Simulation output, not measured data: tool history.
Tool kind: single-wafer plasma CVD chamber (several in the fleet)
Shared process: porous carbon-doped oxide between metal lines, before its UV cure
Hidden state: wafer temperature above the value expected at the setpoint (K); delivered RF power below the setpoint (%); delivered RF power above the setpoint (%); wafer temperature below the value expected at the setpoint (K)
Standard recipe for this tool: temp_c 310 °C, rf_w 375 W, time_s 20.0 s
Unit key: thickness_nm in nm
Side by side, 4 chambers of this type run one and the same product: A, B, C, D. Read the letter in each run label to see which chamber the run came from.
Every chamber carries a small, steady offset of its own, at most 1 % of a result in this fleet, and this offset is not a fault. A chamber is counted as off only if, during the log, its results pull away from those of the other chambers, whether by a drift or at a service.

| run | day | temp_c | rf_w | time_s | hours since the last thermocouple change | hours since the last RF generator calibration | read-back reference wafer on the same gauge, thickness_nm | thickness_nm |
|---|---|---|---|---|---|---|---|---|
| 1A | 0.338 | 310 | 375 | 20.0 | 1459.6 | 1483.2 | 79.690 | 82.982 |
| 2D | 0.621 | 310 | 375 | 20.0 | 343.0 | 511.5 | 79.673 | 83.947 |
| 3B | 0.800 | 310 | 375 | 20.0 | 811.3 | 953.4 | 79.664 | 82.932 |
| 4C | 1.208 | 310 | 375 | 20.0 | 146.2 | 1025.9 | 79.649 | 83.518 |
| 5C | 1.538 | 310 | 375 | 21.9 | 154.1 | 1033.8 | 79.599 | 91.029 |
| 6D | 1.804 | 310 | 375 | 21.9 | 371.4 | 539.9 | 79.620 | 91.523 |
|  | 2.054 | chamber A: RF generator calibrated |
| 7A | 2.071 | 310 | 375 | 21.9 | 1501.2 | 0.4 | 79.597 | 90.456 |
| 8B | 2.404 | 310 | 375 | 21.9 | 849.8 | 991.9 | 79.574 | 90.424 |
| 9B | 2.625 | 310 | 375 | 20.0 | 855.1 | 997.2 | 79.572 | 82.946 |
| 10A | 2.808 | 310 | 375 | 20.0 | 1518.9 | 18.1 | 79.547 | 82.726 |
| 11C | 3.100 | 310 | 375 | 20.0 | 191.6 | 1071.3 | 79.543 | 83.193 |
| 12D | 3.404 | 310 | 375 | 20.0 | 409.8 | 578.3 | 79.526 | 83.909 |
| 13A | 3.733 | 310 | 375 | 20.0 | 1541.1 | 40.3 | 79.525 | 82.788 |
| 14B | 4.129 | 310 | 375 | 20.0 | 891.2 | 1033.3 | 79.505 | 82.704 |
| 15D | 4.329 | 310 | 340 | 18.4 | 432.0 | 600.5 | 79.473 | 71.420 |
| 16C | 4.721 | 310 | 340 | 18.4 | 230.5 | 1110.2 | 79.475 | 71.100 |
| 17B | 4.942 | 310 | 340 | 18.4 | 910.7 | 1052.8 | 79.438 | 70.342 |
| 18D | 5.292 | 310 | 340 | 18.4 | 455.1 | 623.6 | 79.416 | 71.219 |
| 19A | 5.488 | 310 | 375 | 20.0 | 1583.2 | 82.4 | 79.429 | 82.817 |
| 20C | 5.704 | 310 | 375 | 20.0 | 254.1 | 1133.8 | 79.405 | 83.201 |
| 21C | 5.950 | 310 | 375 | 20.0 | 260.0 | 1139.7 | 79.422 | 83.220 |
| 22D | 6.204 | 299 | 325 | 20.0 | 477.0 | 645.5 | 79.365 | 79.197 |
| 23A | 6.471 | 299 | 325 | 20.0 | 1606.8 | 106.0 | 79.350 | 78.468 |
| 24B | 6.696 | 299 | 325 | 20.0 | 952.8 | 1094.9 | 79.348 | 78.056 |
| 25B | 6.975 | 299 | 325 | 20.0 | 959.5 | 1101.6 | 79.327 | 77.957 |
| 26D | 7.267 | 310 | 375 | 20.0 | 502.5 | 671.0 | 79.324 | 83.733 |
| 27C | 7.554 | 320 | 375 | 20.0 | 298.5 | 1178.2 | 79.313 | 78.947 |

For the next run the whole fleet of 4 chambers uses the same settings. Give each chamber's results:
| 28A | 7.846 | 310 | 325 | 20.0 |  |  |  | ? |
| 28B | 7.846 | 310 | 325 | 20.0 |  |  |  | ? |
| 28C | 7.846 | 310 | 325 | 20.0 |  |  |  | ? |
| 28D | 7.846 | 310 | 325 | 20.0 |  |  |  | ? |

| run | thickness_nm |
|---|---|
| 28A | 73.787 |
| 28B | 73.370 |
| 28C | 74.152 |
| 28D | 74.535 |

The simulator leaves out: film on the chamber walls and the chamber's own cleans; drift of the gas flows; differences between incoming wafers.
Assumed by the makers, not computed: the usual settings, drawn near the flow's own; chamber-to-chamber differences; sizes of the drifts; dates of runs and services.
